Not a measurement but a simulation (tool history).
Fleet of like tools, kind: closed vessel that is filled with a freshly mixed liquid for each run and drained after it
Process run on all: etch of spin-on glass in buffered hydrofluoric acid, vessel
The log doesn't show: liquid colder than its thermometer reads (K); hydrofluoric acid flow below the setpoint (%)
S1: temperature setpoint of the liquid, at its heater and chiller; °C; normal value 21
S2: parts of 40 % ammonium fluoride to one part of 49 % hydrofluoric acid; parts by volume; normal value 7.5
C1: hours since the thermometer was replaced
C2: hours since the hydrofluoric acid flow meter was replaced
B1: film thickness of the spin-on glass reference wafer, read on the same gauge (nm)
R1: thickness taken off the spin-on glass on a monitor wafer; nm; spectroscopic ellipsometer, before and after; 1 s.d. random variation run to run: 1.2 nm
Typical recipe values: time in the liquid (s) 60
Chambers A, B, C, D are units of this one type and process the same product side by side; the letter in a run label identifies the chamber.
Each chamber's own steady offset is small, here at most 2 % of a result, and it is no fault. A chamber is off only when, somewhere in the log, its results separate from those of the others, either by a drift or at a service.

{"run": "1C", "hour": 14.7, "S1": 21, "S2": 7.5, "time in the liquid (s)": 60, "C1": 212.5, "C2": 602.9, "B1": 29.969, "R1": 166.3}
{"run": "2A", "hour": 21.9, "S1": 21, "S2": 7.5, "time in the liquid (s)": 60, "C1": 2066.9, "C2": 151.2, "B1": 29.962, "R1": 161.4}
{"run": "3D", "hour": 29.0, "S1": 21, "S2": 7.5, "time in the liquid (s)": 60, "C1": 430.4, "C2": 1544.3, "B1": 29.991, "R1": 164.16}
{"run": "4B", "hour": 37.8, "S1": 21, "S2": 7.5, "time in the liquid (s)": 60, "C1": 177.3, "C2": 311.5, "B1": 29.991, "R1": 166.46}
{"run": "5B", "hour": 49.0, "S1": 21, "S2": 7.5, "time in the liquid (s)": 60, "C1": 188.5, "C2": 322.7, "B1": 29.976, "R1": 167.67}
{"run": "6D", "hour": 59.7, "S1": 21, "S2": 7.5, "time in the liquid (s)": 60, "C1": 461.1, "C2": 1575, "B1": 30, "R1": 166.73}
{"run": "7C", "hour": 67.0, "S1": 21, "S2": 7.5, "time in the liquid (s)": 60, "C1": 264.8, "C2": 655.2, "B1": 30.015, "R1": 166.6}
{"run": "8A", "hour": 80.3, "S1": 21, "S2": 7.5, "time in the liquid (s)": 60, "C1": 2125.3, "C2": 209.6, "B1": 30.023, "R1": 161.35}
{"run": "9B", "hour": 95.2, "S1": 17, "S2": 7.5, "time in the liquid (s)": 60, "C1": 234.7, "C2": 368.9, "B1": 29.971, "R1": 132.78}
{"run": "10D", "hour": 107.6, "S1": 17, "S2": 7.5, "time in the liquid (s)": 60, "C1": 509, "C2": 1622.9, "B1": 30.011, "R1": 131.89}
{"run": "11A", "hour": 116.9, "S1": 17, "S2": 7.5, "time in the liquid (s)": 60, "C1": 2161.9, "C2": 246.2, "B1": 29.999, "R1": 131.67}
{"run": "12C", "hour": 124.4, "S1": 17, "S2": 7.5, "time in the liquid (s)": 60, "C1": 322.2, "C2": 712.6, "B1": 30.021, "R1": 132.34}
{"run": "13D", "hour": 140.2, "S1": 21, "S2": 7.5, "time in the liquid (s)": 60, "C1": 541.6, "C2": 1655.5, "B1": 30.049, "R1": 165.32}
{"run": "14A", "hour": 154.0, "S1": 21, "S2": 7.5, "time in the liquid (s)": 60, "C1": 2199, "C2": 283.3, "B1": 29.985, "R1": 163.08}
{"run": "15B", "hour": 165.4, "S1": 21, "S2": 7.5, "time in the liquid (s)": 60, "C1": 304.9, "C2": 439.1, "B1": 29.993, "R1": 169.28}
{"run": "16C", "hour": 179.8, "S1": 21, "S2": 7.5, "time in the liquid (s)": 60, "C1": 377.6, "C2": 768, "B1": 30.053, "R1": 167.32}
{"run": "17A", "hour": 192.4, "S1": 21, "S2": 9, "time in the liquid (s)": 60, "C1": 2237.4, "C2": 321.7, "B1": 29.97, "R1": 135.01}
{"run": "18B", "hour": 206.6, "S1": 21, "S2": 9, "time in the liquid (s)": 60, "C1": 346.1, "C2": 480.3, "B1": 30.033, "R1": 136.12}
{"run": "19C", "hour": 221.0, "S1": 21, "S2": 9, "time in the liquid (s)": 60, "C1": 418.8, "C2": 809.2, "B1": 29.991, "R1": 136.31}
{"run": "20D", "hour": 229.8, "S1": 21, "S2": 9, "time in the liquid (s)": 60, "C1": 631.2, "C2": 1745.1, "B1": 29.985, "R1": 136.01}
{"run": "21D", "hour": 245.3, "S1": 21, "S2": 7.5, "time in the liquid (s)": 60, "C1": 646.7, "C2": 1760.6, "B1": 29.976, "R1": 165.49}
{"run": "22A", "hour": 253.5, "S1": 21, "S2": 7.5, "time in the liquid (s)": 60, "C1": 2298.5, "C2": 382.8, "B1": 30, "R1": 164.68}
{"run": "23C", "hour": 261.8, "S1": 21, "S2": 7.5, "time in the liquid (s)": 60, "C1": 459.6, "C2": 850, "B1": 30.02, "R1": 163.67}
{"run": "24B", "hour": 272.6, "S1": 21, "S2": 7.5, "time in the liquid (s)": 60, "C1": 412.1, "C2": 546.3, "B1": 30.012, "R1": 168.91}
{"run": "25B", "hour": 283.9, "S1": 21, "S2": 7.5, "time in the liquid (s)": 60, "C1": 423.4, "C2": 557.6, "B1": 30.004, "R1": 167.05}

Which is it: a chamber that has drifted or been left off by a service, a gauge drift common to all chambers, or only each chamber's usual small offset? If a chamber is off, name it and its likeliest cause.

Neither any chamber nor the gauge drifts; the chambers differ only by their own small, steady offsets.

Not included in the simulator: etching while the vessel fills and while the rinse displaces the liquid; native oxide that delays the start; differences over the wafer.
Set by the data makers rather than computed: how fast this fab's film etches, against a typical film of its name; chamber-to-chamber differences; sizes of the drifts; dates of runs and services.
